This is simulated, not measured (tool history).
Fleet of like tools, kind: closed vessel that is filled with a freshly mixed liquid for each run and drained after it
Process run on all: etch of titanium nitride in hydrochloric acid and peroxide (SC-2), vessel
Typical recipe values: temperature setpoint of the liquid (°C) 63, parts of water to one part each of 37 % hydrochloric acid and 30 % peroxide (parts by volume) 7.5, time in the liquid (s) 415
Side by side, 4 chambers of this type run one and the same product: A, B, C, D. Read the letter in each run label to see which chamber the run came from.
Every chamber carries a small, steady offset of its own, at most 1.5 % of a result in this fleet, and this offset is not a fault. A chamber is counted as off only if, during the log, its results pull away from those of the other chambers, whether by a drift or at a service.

| run | day | temperature setpoint of the liquid (°C) | parts of water to one part each of 37 % hydrochloric acid and 30 % peroxide (parts by volume) | time in the liquid (s) | read-back film thickness of the titanium nitride reference wafer, read on the same gauge (nm) | thickness taken off the titanium nitride on a monitor wafer (Å) |
|---|---|---|---|---|---|---|
| 1B | 0.283 | 63 | 7.5 | 415 | 139.98 | 391.82 |
| 2C | 0.529 | 63 | 7.5 | 415 | 139.99 | 395.2 |
| 3A | 0.825 | 63 | 7.5 | 415 | 139.99 | 400.66 |
| 4D | 1.192 | 63 | 7.5 | 415 | 139.99 | 394.31 |
| 5D | 1.617 | 63 | 7.5 | 415 | 139.98 | 394.84 |
| 6C | 1.962 | 63 | 7.5 | 415 | 140.01 | 397.44 |
| 7A | 2.279 | 68.5 | 7.5 | 415 | 139.97 | 562.4 |
| 8B | 2.604 | 68.5 | 7.5 | 415 | 139.99 | 551.36 |
| 9A | 2.85 | 68.5 | 7.5 | 415 | 140.02 | 560.32 |
| 10B | 3.171 | 68.5 | 7.5 | 415 | 139.99 | 546.39 |
| 11C | 3.421 | 63 | 7.5 | 415 | 140.01 | 402.73 |
| 12D | 3.692 | 63 | 7.5 | 415 | 140 | 389.25 |
| 13B | 4.033 | 63 | 7.5 | 415 | 139.97 | 392.31 |
| 14A | 4.317 | 63 | 7.5 | 415 | 140.01 | 396.86 |
| 15D | 4.638 | 63 | 7.5 | 415 | 139.99 | 393.81 |
| 16C | 4.917 | 63 | 7.5 | 415 | 140 | 394.5 |
| 17B | 5.158 | 63 | 7.5 | 415 | 140.01 | 387.66 |
| 18D | 5.492 | 63 | 7.5 | 415 | 140 | 390.53 |
| 19A | 5.892 | 63 | 7.5 | 415 | 140 | 396.39 |
| 20C | 6.279 | 63 | 7.5 | 415 | 140.02 | 395.84 |
| 21B | 6.475 | 63 | 7.5 | 415 | 140 | 387.36 |
| 22C | 6.812 | 63 | 7.5 | 415 | 139.99 | 395.45 |
| 23D | 7.133 | 63 | 7.5 | 415 | 140 | 394.21 |
| 24A | 7.471 | 63 | 7.5 | 415 | 139.99 | 395.15 |
|  | 7.75 | chamber B: thermometer replaced |
| 25D | 7.825 | 68.5 | 7.5 | 585 | 139.99 | 778.3 |
| 26A | 8.221 | 68.5 | 7.5 | 585 | 140.04 | 788.25 |
| 27B | 8.525 | 68.5 | 7.5 | 585 | 140 | 754.12 |
| 28C | 8.888 | 68.5 | 7.5 | 585 | 140.03 | 782.13 |
| 29D | 9.142 | 63 | 7.5 | 415 | 140.01 | 389.93 |
| 30A | 9.442 | 63 | 7.5 | 415 | 139.99 | 396.11 |
| 31B | 9.688 | 63 | 7.5 | 415 | 140 | 380.06 |
| 32C | 10.079 | 63 | 7.5 | 415 | 140.02 | 397.79 |
| 33C | 10.454 | 63 | 7.5 | 415 | 140.02 | 402 |
| 34A | 10.758 | 63 | 7.5 | 415 | 140.03 | 396.06 |
| 35B | 11.021 | 63 | 7.5 | 415 | 139.98 | 374.25 |
| 36D | 11.308 | 63 | 7.5 | 415 | 139.99 | 390.14 |
| 37B | 11.533 | 63 | 7.5 | 415 | 140.02 | 370.57 |
| 38D | 11.754 | 63 | 7.5 | 415 | 139.99 | 391.91 |
| 39C | 11.942 | 63 | 7.5 | 415 | 140.03 | 395.47 |
| 40A | 12.146 | 63 | 7.5 | 415 | 140 | 397.5 |
|  | 12.308 | chamber D: new drum of peroxide connected |
| 41C | 12.383 | 63 | 7.5 | 415 | 140.02 | 401.16 |
| 42B | 12.771 | 63 | 7.5 | 415 | 139.98 | 367.85 |
| 43A | 13.029 | 63 | 7.5 | 415 | 140.01 | 396.9 |
| 44D | 13.296 | 63 | 6.5 | 415 | 140.02 | 440.55 |

Next, all 4 chambers run the settings below, one line each with question marks for the results. What does each chamber give?
| 45A | 13.604 | 63 | 7.5 | 415 |  | ? |
| 45B | 13.604 | 63 | 7.5 | 415 |  | ? |
| 45C | 13.604 | 63 | 7.5 | 415 |  | ? |
| 45D | 13.604 | 63 | 7.5 | 415 |  | ? |

| run | thickness taken off the titanium nitride on a monitor wafer (Å) |
|---|---|
| 45A | 397.68 |
| 45B | 365.72 |
| 45C | 396.4 |
| 45D | 390.76 |
